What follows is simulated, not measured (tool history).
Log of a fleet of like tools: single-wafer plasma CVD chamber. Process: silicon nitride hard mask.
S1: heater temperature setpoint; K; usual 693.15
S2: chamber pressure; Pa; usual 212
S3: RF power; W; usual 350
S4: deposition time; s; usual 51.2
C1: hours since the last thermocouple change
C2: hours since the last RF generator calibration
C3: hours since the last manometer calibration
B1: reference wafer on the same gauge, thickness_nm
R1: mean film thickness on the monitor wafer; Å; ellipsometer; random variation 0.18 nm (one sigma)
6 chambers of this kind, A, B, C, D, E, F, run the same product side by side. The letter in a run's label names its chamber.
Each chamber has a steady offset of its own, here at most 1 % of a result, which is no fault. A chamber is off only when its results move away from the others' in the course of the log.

run,day,S1,S2,S3,S4,C1,C2,C3,B1,R1
1D,0.458,693.15,212,350,51.2,2577.5,442.3,282.3,67.772,650.2
2E,1,693.15,212,350,51.2,581.7,189.2,1292.5,67.79,643.44
3C,1.521,693.15,212,350,51.2,2812.5,973.9,1177.3,67.764,641.6
4A,2.05,693.15,212,350,51.2,306.1,1483.6,222.2,67.773,649.4
5B,2.65,693.15,212,350,51.2,1578.9,1554.5,2659.2,67.805,643.98
6F,2.942,693.15,212,350,51.2,1466.4,748.9,314.5,67.791,643.34
7D,3.288,693.15,212,350,51.2,2645.4,510.2,350.2,67.786,647.77
8F,3.929,693.15,212,350,51.2,1490.1,772.6,338.2,67.779,640.19
# day 4.079: chamber A: RF generator calibrated
# day 4.262: chamber C: capacitance manometer re-zeroed and calibrated
9B,4.542,699.15,212,310,51.2,1624.3,1599.9,2704.6,67.843,590.34
10E,4.85,699.15,212,310,51.2,674.1,281.6,1384.9,67.791,595.98
11A,5.421,699.15,212,310,51.2,387,32.3,303.1,67.779,597.21
12C,5.942,699.15,212,310,51.2,2918.6,1080,40.3,67.805,591.56
13E,6.571,699.15,212,310,51.2,715.4,322.9,1426.2,67.781,596.58
14B,6.883,699.15,212,310,51.2,1680.5,1656.1,2760.8,67.802,594.88
15F,7.242,700.15,212,350,51.2,1569.6,852.1,417.7,67.799,639.49
16A,7.792,700.15,212,350,51.2,443.9,89.2,360,67.823,647.45
17D,8.262,700.15,212,350,51.2,2764.8,629.6,469.6,67.79,645.34
18C,8.683,700.15,212,350,51.2,2984.4,1145.8,106.1,67.775,636.02
19F,9.108,700.15,212,350,51.2,1614.4,896.9,462.5,67.798,639.02
20B,9.583,700.15,212,350,51.2,1745.3,1720.9,2825.6,67.761,643.75
# day 9.654: chamber D: thermocouple changed; heater temperature recalibrated
21C,10.167,693.15,212,350,51.2,3020,1181.4,141.7,67.816,639.51
# day 10.467: chamber B: RF generator calibrated
22D,10.725,693.15,212,350,51.2,25.8,688.7,528.7,67.79,649.98
23A,11.121,693.15,212,350,51.2,523.8,169.1,439.9,67.749,648.9
# day 11.404: chamber B: capacitance manometer re-zeroed and calibrated
24E,11.617,693.15,212,350,51.2,836.5,444,1547.3,67.806,644.9
25D,12.033,693.15,212,350,51.2,57.2,720.1,560.1,67.742,649.18
# day 12.25: chamber E: thermocouple changed; heater temperature recalibrated
26E,12.4,699.15,212,290,51.2,3.6,462.8,1566.1,67.799,570.07
27F,12.967,699.15,212,290,51.2,1707,989.5,555.1,67.839,563.11
28C,13.525,699.15,212,290,51.2,3100.6,1262,222.3,67.796,562.1
# day 13.546: chamber C: thermocouple changed; heater temperature recalibrated
29B,14.029,699.15,212,290,51.2,1852,85.6,63.1,67.78,568.69
30A,14.379,699.15,212,290,51.2,602,247.3,518.1,67.802,569.02
31D,14.683,699.15,212,290,51.2,120.8,783.7,623.7,67.83,576.62
32B,15.121,693.15,212,350,51.2,1878.2,111.8,89.3,67.721,643.16
33A,15.692,693.15,212,350,51.2,633.5,278.8,549.6,67.846,647.2
34E,16.071,693.15,212,350,51.2,91.7,550.9,1654.2,67.862,643.13
35C,16.612,705.15,212,350,41.9,73.6,1336.1,296.4,67.824,518.39
36F,17.183,705.15,212,350,41.9,1808.2,1090.7,656.3,67.793,522.58
37D,17.788,705.15,212,350,41.9,195.3,858.2,698.2,67.792,528.68
38E,18.183,705.15,212,350,41.9,142.4,601.6,1704.9,67.802,528.71
39B,18.575,705.15,212,350,41.9,1961.1,194.7,172.2,67.824,526.83
40C,18.888,705.15,212,350,41.9,128.2,1390.7,351,67.783,523.23

All 6 chambers run these settings next. Forecast each chamber's results:
41A,19.346,707.15,212,350,51.2,,,,,?
41B,19.346,707.15,212,350,51.2,,,,,?
41C,19.346,707.15,212,350,51.2,,,,,?
41D,19.346,707.15,212,350,51.2,,,,,?
41E,19.346,707.15,212,350,51.2,,,,,?
41F,19.346,707.15,212,350,51.2,,,,,?

run,R1
41A,645.75
41B,642.83
41C,635.29
41D,645.57
41E,644.73
41F,635.22

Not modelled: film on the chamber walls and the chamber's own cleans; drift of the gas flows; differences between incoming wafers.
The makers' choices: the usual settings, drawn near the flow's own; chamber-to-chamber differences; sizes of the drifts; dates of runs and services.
